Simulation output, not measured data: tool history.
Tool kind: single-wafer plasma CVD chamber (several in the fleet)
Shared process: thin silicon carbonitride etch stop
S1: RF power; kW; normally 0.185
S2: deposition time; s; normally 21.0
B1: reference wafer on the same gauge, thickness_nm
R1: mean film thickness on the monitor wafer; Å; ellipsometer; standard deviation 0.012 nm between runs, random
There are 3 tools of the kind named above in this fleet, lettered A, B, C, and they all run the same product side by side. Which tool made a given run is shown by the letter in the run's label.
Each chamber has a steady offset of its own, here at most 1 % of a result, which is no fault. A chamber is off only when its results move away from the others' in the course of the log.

{"run": "1C", "hour": 10.8, "S1": 0.185, "S2": 21.0, "B1": 13.797, "R1": 116.42}
{"run": "2A", "hour": 19.5, "S1": 0.185, "S2": 21.0, "B1": 13.798, "R1": 117.49}
{"run": "3B", "hour": 26.7, "S1": 0.185, "S2": 21.0, "B1": 13.794, "R1": 117.2}
{"run": "4A", "hour": 37.6, "S1": 0.185, "S2": 21.0, "B1": 13.796, "R1": 117.48}
{"run": "5C", "hour": 45.5, "S1": 0.185, "S2": 21.0, "B1": 13.795, "R1": 116.4}
{"run": "6B", "hour": 52.4, "S1": 0.185, "S2": 21.0, "B1": 13.794, "R1": 117.3}
{"run": "7B", "hour": 58.7, "S1": 0.185, "S2": 21.0, "B1": 13.79, "R1": 117.14}
{"run": "8A", "hour": 66.3, "S1": 0.185, "S2": 21.0, "B1": 13.788, "R1": 117.35}
{"run": "9C", "hour": 72.8, "S1": 0.185, "S2": 21.0, "B1": 13.789, "R1": 116.16}
{"run": "10B", "hour": 77.7, "S1": 0.185, "S2": 21.0, "B1": 13.787, "R1": 117.16}
{"run": "11A", "hour": 84.5, "S1": 0.185, "S2": 21.0, "B1": 13.788, "R1": 117.35}
{"run": "12C", "hour": 94.8, "S1": 0.185, "S2": 21.0, "B1": 13.785, "R1": 116.18}
{"run": "13C", "hour": 103.9, "S1": 0.185, "S2": 21.0, "B1": 13.779, "R1": 116.22}
{"run": "14B", "hour": 110.1, "S1": 0.185, "S2": 21.0, "B1": 13.78, "R1": 116.97}
{"run": "15A", "hour": 120.3, "S1": 0.185, "S2": 21.0, "B1": 13.779, "R1": 117.52}
{"run": "16C", "hour": 128.5, "S1": 0.185, "S2": 21.0, "B1": 13.779, "R1": 116.38}
{"run": "17B", "hour": 136.5, "S1": 0.185, "S2": 21.0, "B1": 13.776, "R1": 116.94}
{"run": "18A", "hour": 142.8, "S1": 0.185, "S2": 21.0, "B1": 13.779, "R1": 117.23}
{"run": "19A", "hour": 151.8, "S1": 0.185, "S2": 21.0, "B1": 13.775, "R1": 117.22}
{"run": "20B", "hour": 160.2, "S1": 0.185, "S2": 21.0, "B1": 13.771, "R1": 117.18}
{"hour": 167.1, "done": "chamber B: thermocouple changed; heater temperature recalibrated"}
{"run": "21C", "hour": 167.7, "S1": 0.185, "S2": 21.0, "B1": 13.772, "R1": 116.06}
{"run": "22C", "hour": 174.8, "S1": 0.185, "S2": 21.0, "B1": 13.77, "R1": 116.06}
{"run": "23B", "hour": 183.4, "S1": 0.185, "S2": 21.0, "B1": 13.765, "R1": 117.05}
{"run": "24A", "hour": 191.4, "S1": 0.185, "S2": 21.0, "B1": 13.766, "R1": 117.19}
{"run": "25A", "hour": 199.6, "S1": 0.185, "S2": 21.0, "B1": 13.764, "R1": 117.16}
{"run": "26B", "hour": 208.1, "S1": 0.185, "S2": 21.0, "B1": 13.769, "R1": 117.05}
{"run": "27C", "hour": 215.7, "S1": 0.185, "S2": 21.0, "B1": 13.764, "R1": 116.17}
{"run": "28C", "hour": 224.0, "S1": 0.185, "S2": 17.7, "B1": 13.762, "R1": 97.704}
{"run": "29B", "hour": 229.1, "S1": 0.185, "S2": 17.7, "B1": 13.761, "R1": 98.429}
{"run": "30A", "hour": 236.7, "S1": 0.185, "S2": 17.7, "B1": 13.766, "R1": 98.645}
{"run": "31A", "hour": 246.7, "S1": 0.185, "S2": 21.0, "B1": 13.759, "R1": 117.1}
{"run": "32B", "hour": 255.9, "S1": 0.185, "S2": 21.0, "B1": 13.758, "R1": 116.77}
{"run": "33C", "hour": 265.6, "S1": 0.185, "S2": 19.7, "B1": 13.758, "R1": 108.85}
{"run": "34A", "hour": 273.7, "S1": 0.185, "S2": 19.7, "B1": 13.753, "R1": 109.74}
{"run": "35B", "hour": 284.6, "S1": 0.185, "S2": 19.7, "B1": 13.75, "R1": 109.36}
{"run": "36C", "hour": 291.7, "S1": 0.185, "S2": 21.0, "B1": 13.749, "R1": 116.03}
{"run": "37C", "hour": 302.4, "S1": 0.185, "S2": 21.0, "B1": 13.745, "R1": 116.28}
{"run": "38B", "hour": 312.4, "S1": 0.185, "S2": 21.0, "B1": 13.75, "R1": 116.65}
{"run": "39A", "hour": 321.8, "S1": 0.185, "S2": 21.0, "B1": 13.746, "R1": 117.06}
{"run": "40C", "hour": 328.0, "S1": 0.185, "S2": 21.0, "B1": 13.746, "R1": 116.19}
{"run": "41B", "hour": 338.3, "S1": 0.185, "S2": 21.0, "B1": 13.746, "R1": 117.02}
{"run": "42A", "hour": 346.0, "S1": 0.185, "S2": 21.0, "B1": 13.74, "R1": 116.95}

Next, every chamber runs the same settings. What will each give?
{"run": "43A", "hour": 354.0, "S1": 0.165, "S2": 21.0, "R1": "?"}
{"run": "43B", "hour": 354.0, "S1": 0.165, "S2": 21.0, "R1": "?"}
{"run": "43C", "hour": 354.0, "S1": 0.165, "S2": 21.0, "R1": "?"}

run=43A R1=113.090
run=43B R1=112.600
run=43C R1=112.280
